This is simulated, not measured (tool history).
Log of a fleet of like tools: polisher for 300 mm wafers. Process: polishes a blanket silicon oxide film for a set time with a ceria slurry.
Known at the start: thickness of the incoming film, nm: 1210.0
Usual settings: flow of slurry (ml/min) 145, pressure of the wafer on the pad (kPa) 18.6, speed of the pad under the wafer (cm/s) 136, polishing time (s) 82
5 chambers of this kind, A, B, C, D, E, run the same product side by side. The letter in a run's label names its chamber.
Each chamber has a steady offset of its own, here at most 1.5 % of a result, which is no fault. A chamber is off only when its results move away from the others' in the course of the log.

run	hour	flow of slurry (ml/min)	pressure of the wafer on the pad (kPa)	speed of the pad under the wafer (cm/s)	polishing time (s)	wafers polished on this pad	hours since the slurry nozzle was cleaned	hours since the head pressure was calibrated	film removed (Å)
# hour 5.1: chamber C: worn pad replaced by a new one
1D	5.5	145	18.6	136	82	797	315.4	204.2	3621.1
2B	9.7	145	18.6	136	82	973	389.8	366.3	3629
3C	15.7	145	18.6	136	82	106	226	294.8	3550.8
4E	21.4	145	18.6	136	82	700	133.9	244.2	3629.6
5A	26.1	145	18.6	136	82	646	398.9	564.3	3618.5
# hour 28.5: chamber B: worn pad replaced by a new one
# hour 29: chamber D: slurry nozzle cleaned
6D	30.5	115	18.6	136	105	1046	1.6	229.2	4405.2
7A	33.8	115	18.6	136	105	723	406.6	572	4361
8C	37.7	115	18.6	136	105	325	248	316.8	4349.5
9B	42.4	115	18.6	136	105	139	422.5	399	4400.6
# hour 44.2: chamber A: worn pad replaced by a new one
10E	46.9	115	18.6	136	105	954	159.4	269.7	4330.5
11D	52.1	145	18.6	136	82	1261	23.2	250.8	3604.3
12B	56.3	145	18.6	136	82	277	436.4	412.9	3629.9
13C	59.1	145	18.6	136	82	538	269.4	338.2	3663.4
14E	64	145	18.6	136	82	1124	176.5	286.8	3598.7
# hour 67.7: chamber E: worn pad replaced by a new one
15A	68.5	145	18.6	136	82	242	441.3	606.7	3559.3
16B	73.6	145	18.6	136	82	450	453.7	430.2	3606.2
# hour 74.5: chamber C: worn pad replaced by a new one
17E	78.8	145	18.6	136	82	110	191.3	301.6	3618.9
# hour 81.6: chamber A: head pressure recalibrated
# hour 83.3: chamber D: worn pad replaced by a new one
18D	83.3	145	18.6	136	66	0	54.4	282	2887.7
19A	86.3	145	18.6	136	66	419	459.1	4.7	2542.1
# hour 90.8: chamber A: slurry nozzle cleaned
20C	91.5	145	18.6	136	66	170	301.8	370.6	2832.9
21A	95.4	145	18.6	136	66	510	4.6	13.8	2625.2
22C	100	145	18.6	136	66	254	310.3	379.1	2798.4
23D	106.2	130	18.6	154	82	228	77.3	304.9	3949.8
24E	108.9	130	18.6	154	82	410	221.4	331.7	4026.4
25B	113.9	130	18.6	154	82	851	494	470.5	3981.6
26D	120.1	130	18.6	154	82	367	91.2	318.8	4099.1
27A	125.5	130	18.6	154	82	810	34.7	43.9	3568.3
28C	129.8	145	18.6	136	82	551	340.1	408.9	3624.6
# hour 130.5: chamber A: worn pad replaced by a new one
29B	133.4	145	18.6	136	82	1045	513.5	490	3523.8
30E	137	145	18.6	136	82	690	249.5	359.8	3673.8
# hour 140.7: chamber C: worn pad replaced by a new one
31E	142.7	145	18.6	136	91	747	255.2	365.5	3978.9
32A	145.7	145	18.6	136	91	151	54.9	64.1	3584.4
33C	149.6	145	18.6	136	91	89	359.9	428.7	4001

Next, every chamber runs the same settings. What will each give?
34A	154	145	18.6	136	97				?
34B	154	145	18.6	136	97				?
34C	154	145	18.6	136	97				?
34D	154	145	18.6	136	97				?
34E	154	145	18.6	136	97				?

run	film removed (Å)
34A	3749.8
34B	4213.2
34C	4269.8
34D	4240.9
34E	4222.3
